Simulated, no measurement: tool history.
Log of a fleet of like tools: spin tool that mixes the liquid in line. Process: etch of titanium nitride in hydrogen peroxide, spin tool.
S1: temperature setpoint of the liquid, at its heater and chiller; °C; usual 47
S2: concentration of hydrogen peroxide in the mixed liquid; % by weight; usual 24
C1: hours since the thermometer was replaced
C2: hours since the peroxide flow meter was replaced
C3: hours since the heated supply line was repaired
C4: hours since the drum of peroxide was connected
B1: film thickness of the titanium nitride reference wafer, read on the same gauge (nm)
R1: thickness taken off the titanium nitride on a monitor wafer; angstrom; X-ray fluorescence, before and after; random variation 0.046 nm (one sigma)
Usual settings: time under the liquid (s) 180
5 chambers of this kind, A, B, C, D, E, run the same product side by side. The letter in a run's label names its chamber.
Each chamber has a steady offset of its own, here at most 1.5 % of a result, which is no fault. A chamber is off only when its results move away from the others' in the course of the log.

Run 1D, day 0.104: usual settings; C1 1666.6; C2 536.5; C3 255.3; C4 280.6; B1 99.995. Result: R1 51.844 angstrom.
Run 2E, day 0.196: usual settings; C1 342.3; C2 399.1; C3 951.1; C4 426.7; B1 99.994. Result: R1 50.634 angstrom.
Run 3A, day 0.292: usual settings; C1 896.9; C2 248.3; C3 1035.9; C4 82.3; B1 99.992. Result: R1 50.405 angstrom.
Run 4B, day 0.408: usual settings; C1 190.8; C2 122.7; C3 1187.2; C4 620.1; B1 100. Result: R1 50.764 angstrom.
Run 5C, day 0.521: usual settings; C1 542.9; C2 1648.1; C3 1155.4; C4 39.7; B1 99.996. Result: R1 50.834 angstrom.
At day 0.558: chamber E: heated supply line repaired.
Run 6E, day 0.638: usual settings; C1 352.9; C2 409.7; C3 1.9; C4 437.3; B1 100.02. Result: R1 50.506 angstrom.
Run 7B, day 0.762: usual settings; C1 199.3; C2 131.2; C3 1195.7; C4 628.6; B1 100.02. Result: R1 50.989 angstrom.
Run 8C, day 0.933: usual settings; C1 552.8; C2 1658; C3 1165.3; C4 49.6; B1 99.986. Result: R1 50.361 angstrom.
Run 9D, day 1.058: usual settings; C1 1689.5; C2 559.4; C3 278.2; C4 303.5; B1 99.995. Result: R1 51.467 angstrom.
Run 10A, day 1.142: usual settings; C1 917.3; C2 268.7; C3 1056.3; C4 102.7; B1 99.995. Result: R1 50.908 angstrom.
Run 11C, day 1.333: usual settings; C1 562.4; C2 1667.6; C3 1174.9; C4 59.2; B1 99.974. Result: R1 50.365 angstrom.
Run 12E, day 1.479: usual settings; C1 373.1; C2 429.9; C3 22.1; C4 457.5; B1 99.988. Result: R1 50.305 angstrom.
Run 13D, day 1.617: usual settings; C1 1702.9; C2 572.8; C3 291.6; C4 316.9; B1 99.991. Result: R1 50.332 angstrom.
Run 14A, day 1.746: usual settings; C1 931.8; C2 283.2; C3 1070.8; C4 117.2; B1 100.03. Result: R1 50.322 angstrom.
Run 15B, day 1.829: usual settings; C1 224.9; C2 156.8; C3 1221.3; C4 654.2; B1 99.979. Result: R1 51.986 angstrom.
Run 16C, day 1.933: usual settings; C1 576.8; C2 1682; C3 1189.3; C4 73.6; B1 99.999. Result: R1 50.834 angstrom.
Run 17A, day 2.071: usual settings; C1 939.6; C2 291; C3 1078.6; C4 125; B1 100.03. Result: R1 50.239 angstrom.
Run 18D, day 2.171: usual settings; C1 1716.2; C2 586.1; C3 304.9; C4 330.2; B1 100.01. Result: R1 50.851 angstrom.
Run 19E, day 2.342: usual settings; C1 393.8; C2 450.6; C3 42.8; C4 478.2; B1 99.981. Result: R1 50.036 angstrom.
Run 20B, day 2.446: usual settings; C1 239.7; C2 171.6; C3 1236.1; C4 669; B1 100.01. Result: R1 51.769 angstrom.
Run 21C, day 2.562: usual settings; C1 591.9; C2 1697.1; C3 1204.4; C4 88.7; B1 99.994. Result: R1 49.987 angstrom.
Run 22A, day 2.65: usual settings; C1 953.5; C2 304.9; C3 1092.5; C4 138.9; B1 100.01. Result: R1 51.007 angstrom.
Run 23E, day 2.767: usual settings; C1 404; C2 460.8; C3 53; C4 488.4; B1 99.998. Result: R1 50.403 angstrom.
At day 2.846: chamber D: thermometer replaced.
Run 24B, day 2.892: usual settings; C1 250.4; C2 182.3; C3 1246.8; C4 679.7; B1 100.02. Result: R1 51.438 angstrom.
Run 25D, day 3.033: usual settings; C1 4.5; C2 606.8; C3 325.6; C4 350.9; B1 100. Result: R1 51.055 angstrom.
At day 3.121: chamber C: thermometer replaced.
Run 26A, day 3.225: usual settings; C1 967.3; C2 318.7; C3 1106.3; C4 152.7; B1 100. Result: R1 48.827 angstrom.
Run 27C, day 3.321: usual settings but S1 37.5 °C, S2 27 % by weight; C1 4.8; C2 1715.3; C3 1222.6; C4 106.9; B1 100.01. Result: R1 25.08 angstrom.
Run 28E, day 3.508: usual settings but S1 37.5 °C, S2 27 % by weight; C1 421.8; C2 478.6; C3 70.8; C4 506.2; B1 100.03. Result: R1 25.3 angstrom.
Run 29B, day 3.675: usual settings but S1 37.5 °C, S2 27 % by weight; C1 269.2; C2 201.1; C3 1265.6; C4 698.5; B1 99.989. Result: R1 25.177 angstrom.
Run 30D, day 3.792: usual settings but S1 37.5 °C, S2 27 % by weight; C1 22.7; C2 625; C3 343.8; C4 369.1; B1 99.968. Result: R1 25.457 angstrom.
Run 31C, day 3.933: usual settings but S1 37.5 °C, S2 27 % by weight; C1 19.5; C2 1730; C3 1237.3; C4 121.6; B1 100.01. Result: R1 24.892 angstrom.
Run 32D, day 4.088: usual settings; C1 29.8; C2 632.1; C3 350.9; C4 376.2; B1 99.994. Result: R1 51.74 angstrom.
Run 33A, day 4.196: usual settings; C1 990.6; C2 342; C3 1129.6; C4 176; B1 99.989. Result: R1 47.865 angstrom.
Run 34B, day 4.3: usual settings; C1 284.2; C2 216.1; C3 1280.6; C4 713.5; B1 100. Result: R1 51.72 angstrom.
Run 35E, day 4.496: usual settings but time under the liquid (s) 270; C1 445.5; C2 502.3; C3 94.5; C4 529.9; B1 100. Result: R1 74.601 angstrom.
Run 36A, day 4.646: usual settings but time under the liquid (s) 270; C1 1001.4; C2 352.8; C3 1140.4; C4 186.8; B1 99.984. Result: R1 72.148 angstrom.
Run 37C, day 4.754: usual settings but time under the liquid (s) 270; C1 39.2; C2 1749.7; C3 1257; C4 141.3; B1 100. Result: R1 74.991 angstrom.
Run 38E, day 4.883: usual settings but time under the liquid (s) 270; C1 454.8; C2 511.6; C3 103.8; C4 539.2; B1 100.03. Result: R1 75.107 angstrom.
Run 39D, day 5.029: usual settings but time under the liquid (s) 270; C1 52.4; C2 654.7; C3 373.5; C4 398.8; B1 100. Result: R1 77.223 angstrom.
Run 40B, day 5.183: usual settings; C1 305.4; C2 237.3; C3 1301.8; C4 734.7; B1 99.994. Result: R1 52.412 angstrom.

Next, every chamber runs the same settings. What will each give?
Run 41A, day 5.325: usual settings. Result: R1 ?.
Run 41B, day 5.325: usual settings. Result: R1 ?.
Run 41C, day 5.325: usual settings. Result: R1 ?.
Run 41D, day 5.325: usual settings. Result: R1 ?.
Run 41E, day 5.325: usual settings. Result: R1 ?.

run      R1
41A  48.043
41B  50.323
41C  50.793
41D  51.875
41E  50.288
